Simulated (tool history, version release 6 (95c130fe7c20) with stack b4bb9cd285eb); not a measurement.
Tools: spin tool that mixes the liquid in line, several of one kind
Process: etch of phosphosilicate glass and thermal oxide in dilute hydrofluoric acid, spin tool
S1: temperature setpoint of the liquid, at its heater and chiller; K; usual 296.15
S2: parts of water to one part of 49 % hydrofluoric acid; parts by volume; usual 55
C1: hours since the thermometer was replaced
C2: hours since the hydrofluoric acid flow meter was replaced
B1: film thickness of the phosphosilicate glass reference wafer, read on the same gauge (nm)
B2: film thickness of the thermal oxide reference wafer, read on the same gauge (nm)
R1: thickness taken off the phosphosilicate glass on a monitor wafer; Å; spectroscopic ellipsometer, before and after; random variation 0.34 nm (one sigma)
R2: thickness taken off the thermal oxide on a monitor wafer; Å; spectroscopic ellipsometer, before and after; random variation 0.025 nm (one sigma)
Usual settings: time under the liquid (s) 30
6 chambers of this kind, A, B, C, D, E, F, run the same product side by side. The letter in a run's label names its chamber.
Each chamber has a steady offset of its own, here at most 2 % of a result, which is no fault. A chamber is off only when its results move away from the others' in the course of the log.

run 1B hour=8.2 | S1=296.15 S2=55 time_under_the_liquid_(s)=30 | C1=898.7 C2=1074.6 | B1=149.98 B2=60.024 | R1=536.19 R2=25.58
run 2D hour=13.8 | S1=296.15 S2=55 time_under_the_liquid_(s)=30 | C1=425.6 C2=189.6 | B1=150.01 B2=59.985 | R1=531.07 R2=25.859
run 3A hour=21.6 | S1=296.15 S2=55 time_under_the_liquid_(s)=30 | C1=679.9 C2=1697 | B1=149.98 B2=59.999 | R1=534.08 R2=26.031
run 4F hour=29.6 | S1=296.15 S2=55 time_under_the_liquid_(s)=30 | C1=1671.6 C2=584.2 | B1=149.96 B2=60.01 | R1=545.71 R2=26.014
run 5C hour=40.3 | S1=296.15 S2=55 time_under_the_liquid_(s)=30 | C1=303.7 C2=259.3 | B1=150.05 B2=59.985 | R1=529.96 R2=26.215
run 6E hour=46.4 | S1=296.15 S2=55 time_under_the_liquid_(s)=30 | C1=2248.9 C2=1057.4 | B1=150.04 B2=60.023 | R1=532.98 R2=25.993
run 7B hour=53.7 | S1=296.15 S2=55 time_under_the_liquid_(s)=30 | C1=944.2 C2=1120.1 | B1=149.94 B2=59.984 | R1=534.95 R2=25.828
run 8A hour=64.7 | S1=296.15 S2=55 time_under_the_liquid_(s)=30 | C1=723 C2=1740.1 | B1=150 B2=59.985 | R1=536.2 R2=26.273
run 9C hour=74.3 | S1=296.15 S2=55 time_under_the_liquid_(s)=30 | C1=337.7 C2=293.3 | B1=150.01 B2=59.984 | R1=528.84 R2=26.089
-- hour=76.2 chamber A: hydrofluoric acid flow meter replaced
run 10F hour=82.6 | S1=300.15 S2=70 time_under_the_liquid_(s)=30 | C1=1724.6 C2=637.2 | B1=150 B2=60 | R1=490.8 R2=23.569
-- hour=85.1 chamber B: hydrofluoric acid flow meter replaced
run 11E hour=88.2 | S1=300.15 S2=70 time_under_the_liquid_(s)=30 | C1=2290.7 C2=1099.2 | B1=149.99 B2=60 | R1=485.73 R2=23.87
run 12D hour=94.7 | S1=300.15 S2=70 time_under_the_liquid_(s)=30 | C1=506.5 C2=270.5 | B1=149.97 B2=60 | R1=483.48 R2=23.87
run 13E hour=101.7 | S1=300.15 S2=70 time_under_the_liquid_(s)=30 | C1=2304.2 C2=1112.7 | B1=150 B2=60.012 | R1=484.86 R2=24.361
run 14F hour=107.6 | S1=300.15 S2=70 time_under_the_liquid_(s)=30 | C1=1749.6 C2=662.2 | B1=149.96 B2=59.985 | R1=490.56 R2=23.943
run 15C hour=117.2 | S1=300.15 S2=70 time_under_the_liquid_(s)=30 | C1=380.6 C2=336.2 | B1=150.01 B2=59.978 | R1=479.72 R2=23.672
-- hour=124.9 chamber F: thermometer replaced
run 16B hour=127 | S1=296.15 S2=55 time_under_the_liquid_(s)=30 | C1=1017.5 C2=42 | B1=149.98 B2=59.976 | R1=530.06 R2=25.987
run 17D hour=135.6 | S1=296.15 S2=55 time_under_the_liquid_(s)=30 | C1=547.4 C2=311.4 | B1=150.04 B2=59.996 | R1=529.69 R2=25.969
run 18A hour=145.5 | S1=296.15 S2=55 time_under_the_liquid_(s)=30 | C1=803.8 C2=69.4 | B1=150.02 B2=60.017 | R1=538.19 R2=26.36
run 19F hour=152.4 | S1=296.15 S2=55 time_under_the_liquid_(s)=30 | C1=27.6 C2=707 | B1=150.04 B2=59.96 | R1=542.44 R2=25.949
run 20C hour=163.1 | S1=296.15 S2=55 time_under_the_liquid_(s)=30 | C1=426.5 C2=382.1 | B1=150.02 B2=59.972 | R1=527.3 R2=26.33
run 21A hour=171.8 | S1=296.15 S2=55 time_under_the_liquid_(s)=30 | C1=830.1 C2=95.7 | B1=150 B2=60.018 | R1=527.5 R2=26.294
run 22B hour=179.8 | S1=296.15 S2=55 time_under_the_liquid_(s)=30 | C1=1070.3 C2=94.8 | B1=150 B2=60.042 | R1=530.54 R2=25.954
run 23E hour=190 | S1=296.15 S2=55 time_under_the_liquid_(s)=30 | C1=2392.5 C2=1201 | B1=150.01 B2=60.027 | R1=536.64 R2=26.713
run 24D hour=198.5 | S1=296.15 S2=55 time_under_the_liquid_(s)=30 | C1=610.3 C2=374.3 | B1=149.99 B2=60.018 | R1=533.97 R2=25.866
run 25B hour=207.7 | S1=296.15 S2=30 time_under_the_liquid_(s)=15 | C1=1098.2 C2=122.7 | B1=149.99 B2=60.014 | R1=514.22 R2=24.735
run 26A hour=219.4 | S1=296.15 S2=30 time_under_the_liquid_(s)=15 | C1=877.7 C2=143.3 | B1=149.99 B2=59.988 | R1=509.19 R2=25.55
-- hour=230.6 chamber E: hydrofluoric acid flow meter replaced
run 27F hour=231.6 | S1=296.15 S2=30 time_under_the_liquid_(s)=15 | C1=106.8 C2=786.2 | B1=150 B2=59.991 | R1=517.4 R2=24.997
run 28E hour=238 | S1=296.15 S2=30 time_under_the_liquid_(s)=15 | C1=2440.5 C2=7.4 | B1=149.98 B2=60.004 | R1=512.92 R2=25.053
run 29D hour=244.9 | S1=296.15 S2=30 time_under_the_liquid_(s)=15 | C1=656.7 C2=420.7 | B1=150 B2=59.981 | R1=513.13 R2=25.002
run 30C hour=257.3 | S1=296.15 S2=30 time_under_the_liquid_(s)=15 | C1=520.7 C2=476.3 | B1=150.06 B2=59.985 | R1=500.48 R2=24.892
-- hour=266 chamber D: thermometer replaced
run 31E hour=270.3 | S1=296.15 S2=55 time_under_the_liquid_(s)=30 | C1=2472.8 C2=39.7 | B1=149.96 B2=60.009 | R1=537.71 R2=26.235
run 32D hour=279.1 | S1=296.15 S2=55 time_under_the_liquid_(s)=30 | C1=13.2 C2=454.9 | B1=150 B2=60.015 | R1=539.21 R2=26.148
run 33C hour=286.9 | S1=292.65 S2=55 time_under_the_liquid_(s)=20 | C1=550.3 C2=505.9 | B1=150.01 B2=60.013 | R1=304.5 R2=14.786
run 34B hour=294 | S1=292.65 S2=55 time_under_the_liquid_(s)=20 | C1=1184.5 C2=209 | B1=150.04 B2=59.974 | R1=310.21 R2=15.003
run 35F hour=302.3 | S1=292.65 S2=55 time_under_the_liquid_(s)=20 | C1=177.5 C2=856.9 | B1=149.98 B2=59.984 | R1=312.66 R2=15.124
run 36A hour=309.3 | S1=292.65 S2=55 time_under_the_liquid_(s)=20 | C1=967.6 C2=233.2 | B1=150 B2=60.011 | R1=307.18 R2=15.107
run 37F hour=319.6 | S1=292.65 S2=55 time_under_the_liquid_(s)=20 | C1=194.8 C2=874.2 | B1=150.03 B2=59.968 | R1=314.83 R2=14.907
run 38A hour=325.8 | S1=292.65 S2=55 time_under_the_liquid_(s)=20 | C1=984.1 C2=249.7 | B1=149.98 B2=60.024 | R1=304.76 R2=15.22
run 39D hour=335.7 | S1=296.15 S2=55 time_under_the_liquid_(s)=30 | C1=69.8 C2=511.5 | B1=150 B2=60.032 | R1=538.12 R2=26.35
run 40B hour=345.9 | S1=296.15 S2=55 time_under_the_liquid_(s)=30 | C1=1236.4 C2=260.9 | B1=150 B2=60.012 | R1=536.13 R2=26.088
-- hour=346.5 chamber C: thermometer replaced
run 41C hour=357.9 | S1=296.15 S2=55 time_under_the_liquid_(s)=30 | C1=11.5 C2=576.9 | B1=150.02 B2=60.019 | R1=534.18 R2=26.313
run 42E hour=369.2 | S1=296.15 S2=55 time_under_the_liquid_(s)=30 | C1=2571.7 C2=138.6 | B1=149.96 B2=60.021 | R1=538.29 R2=26.255
run 43E hour=376.9 | S1=296.15 S2=55 time_under_the_liquid_(s)=30 | C1=2579.4 C2=146.3 | B1=150 B2=60.019 | R1=534.91 R2=26.299
run 44D hour=387.4 | S1=296.15 S2=55 time_under_the_liquid_(s)=30 | C1=121.5 C2=563.2 | B1=149.99 B2=60.001 | R1=533.42 R2=25.918

What goes on in this fleet: one chamber off, a drifting gauge, or nothing beyond the chambers' own small offsets? Name the chamber and the cause, if any.

No chamber stands off beyond its own small offset, and the gauge holds steady.

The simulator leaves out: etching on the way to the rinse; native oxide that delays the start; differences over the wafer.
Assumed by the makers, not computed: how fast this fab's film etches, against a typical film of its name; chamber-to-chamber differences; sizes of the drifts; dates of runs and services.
